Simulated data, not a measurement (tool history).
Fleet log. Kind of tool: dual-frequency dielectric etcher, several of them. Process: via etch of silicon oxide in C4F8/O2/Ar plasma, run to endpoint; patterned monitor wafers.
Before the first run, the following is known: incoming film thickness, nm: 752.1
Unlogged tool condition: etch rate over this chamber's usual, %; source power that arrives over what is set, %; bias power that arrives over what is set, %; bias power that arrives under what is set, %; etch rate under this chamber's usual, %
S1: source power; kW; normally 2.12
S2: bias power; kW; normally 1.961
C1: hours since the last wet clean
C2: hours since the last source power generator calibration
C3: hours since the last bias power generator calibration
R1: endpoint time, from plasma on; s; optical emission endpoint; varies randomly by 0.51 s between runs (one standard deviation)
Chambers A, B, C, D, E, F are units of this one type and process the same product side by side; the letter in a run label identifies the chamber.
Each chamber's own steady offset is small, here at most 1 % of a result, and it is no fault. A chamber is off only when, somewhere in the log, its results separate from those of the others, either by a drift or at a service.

run 1C day=0.117 | S1=2.12 S2=1.961 | C1=129.3 C2=469.1 C3=1037 | R1=146.4
run 2D day=0.204 | S1=2.12 S2=1.961 | C1=298.7 C2=2470.7 C3=2209.6 | R1=146.46
run 3A day=0.304 | S1=2.12 S2=1.961 | C1=195 C2=2280.6 C3=107.8 | R1=145.2
run 4F day=0.433 | S1=2.12 S2=1.961 | C1=116.4 C2=3280.9 C3=816.9 | R1=146.23
run 5E day=0.608 | S1=2.12 S2=1.961 | C1=167 C2=3054.6 C3=1968.6 | R1=146.44
run 6B day=0.704 | S1=2.12 S2=1.961 | C1=114.5 C2=1971.1 C3=980.7 | R1=144.69
run 7C day=0.858 | S1=2.12 S2=1.961 | C1=147.1 C2=486.9 C3=1054.8 | R1=146.85
run 8E day=1 | S1=2.12 S2=1.961 | C1=176.4 C2=3064 C3=1978 | R1=147.05
run 9A day=1.146 | S1=2.12 S2=1.961 | C1=215.2 C2=2300.8 C3=128 | R1=146.21
run 10B day=1.242 | S1=2.12 S2=1.961 | C1=127.4 C2=1984 C3=993.6 | R1=144.38
run 11D day=1.392 | S1=2.12 S2=1.961 | C1=327.2 C2=2499.2 C3=2238.1 | R1=145.57
run 12F day=1.5 | S1=2.12 S2=1.961 | C1=142 C2=3306.5 C3=842.5 | R1=145.76
run 13D day=1.612 | S1=2.12 S2=1.961 | C1=332.5 C2=2504.5 C3=2243.4 | R1=145.16
run 14B day=1.775 | S1=2.12 S2=1.961 | C1=140.2 C2=1996.8 C3=1006.4 | R1=144.43
run 15E day=1.858 | S1=2.12 S2=1.961 | C1=197 C2=3084.6 C3=1998.6 | R1=145.46
run 16F day=2.012 | S1=2.12 S2=1.961 | C1=154.3 C2=3318.8 C3=854.8 | R1=146.5
run 17A day=2.158 | S1=2.12 S2=1.961 | C1=239.5 C2=2325.1 C3=152.3 | R1=145.98
run 18C day=2.304 | S1=2.12 S2=1.961 | C1=181.8 C2=521.6 C3=1089.5 | R1=147.27
run 19F day=2.408 | S1=2.46 S2=2.301 | C1=163.8 C2=3328.3 C3=864.3 | R1=130.82
run 20A day=2.521 | S1=2.46 S2=2.301 | C1=248.2 C2=2333.8 C3=161 | R1=130.92
run 21B day=2.683 | S1=2.46 S2=2.301 | C1=162 C2=2018.6 C3=1028.2 | R1=130.52
run 22E day=2.829 | S1=2.46 S2=2.301 | C1=220.3 C2=3107.9 C3=2021.9 | R1=131.74
run 23C day=2.971 | S1=2.46 S2=2.301 | C1=197.8 C2=537.6 C3=1105.5 | R1=131.85
run 24D day=3.054 | S1=2.46 S2=2.301 | C1=367.1 C2=2539.1 C3=2278 | R1=129.48
run 25B day=3.192 | S1=2.12 S2=1.961 | C1=174.2 C2=2030.8 C3=1040.4 | R1=145.26
run 26F day=3.271 | S1=2.12 S2=1.961 | C1=184.5 C2=3349 C3=885 | R1=146.33
run 27C day=3.438 | S1=2.52 S2=1.961 | C1=209 C2=548.8 C3=1116.7 | R1=136.82
run 28A day=3.558 | S1=2.52 S2=1.961 | C1=273.1 C2=2358.7 C3=185.9 | R1=136.27
run 29E day=3.712 | S1=2.52 S2=1.961 | C1=241.5 C2=3129.1 C3=2043.1 | R1=136.95
run 30D day=3.862 | S1=2.52 S2=1.961 | C1=386.5 C2=2558.5 C3=2297.4 | R1=134.08
run 31D day=4.012 | S1=2.52 S2=1.961 | C1=390.1 C2=2562.1 C3=2301 | R1=133.78
run 32C day=4.175 | S1=2.52 S2=1.961 | C1=226.7 C2=566.5 C3=1134.4 | R1=138.09
run 33F day=4.275 | S1=2.12 S2=1.961 | C1=208.6 C2=3373.1 C3=909.1 | R1=145.57
run 34E day=4.438 | S1=2.53 S2=1.961 | C1=258.9 C2=3146.5 C3=2060.5 | R1=136.27
run 35A day=4.596 | S1=2.53 S2=1.961 | C1=298 C2=2383.6 C3=210.8 | R1=135.9
run 36B day=4.7 | S1=2.53 S2=1.961 | C1=210.4 C2=2067 C3=1076.6 | R1=135.05
run 37F day=4.871 | S1=2.53 S2=1.961 | C1=222.9 C2=3387.4 C3=923.4 | R1=136.53
run 38C day=5.004 | S1=2.53 S2=1.961 | C1=246.6 C2=586.4 C3=1154.3 | R1=136.96
run 39E day=5.138 | S1=2.53 S2=1.961 | C1=275.7 C2=3163.3 C3=2077.3 | R1=137.19
run 40B day=5.3 | S1=2.28 S2=1.961 | C1=224.8 C2=2081.4 C3=1091 | R1=140.82

All chambers now run identical settings, listed one chamber a line with results as question marks. What results will each chamber show?
run 41A day=5.429 | S1=2.44 S2=1.961 | R1=?
run 41B day=5.429 | S1=2.44 S2=1.961 | R1=?
run 41C day=5.429 | S1=2.44 S2=1.961 | R1=?
run 41D day=5.429 | S1=2.44 S2=1.961 | R1=?
run 41E day=5.429 | S1=2.44 S2=1.961 | R1=?
run 41F day=5.429 | S1=2.44 S2=1.961 | R1=?

run=41A R1=138.14
run=41B R1=136.53
run=41C R1=139.66
run=41D R1=134.29
run=41E R1=138.01
run=41F R1=139.18
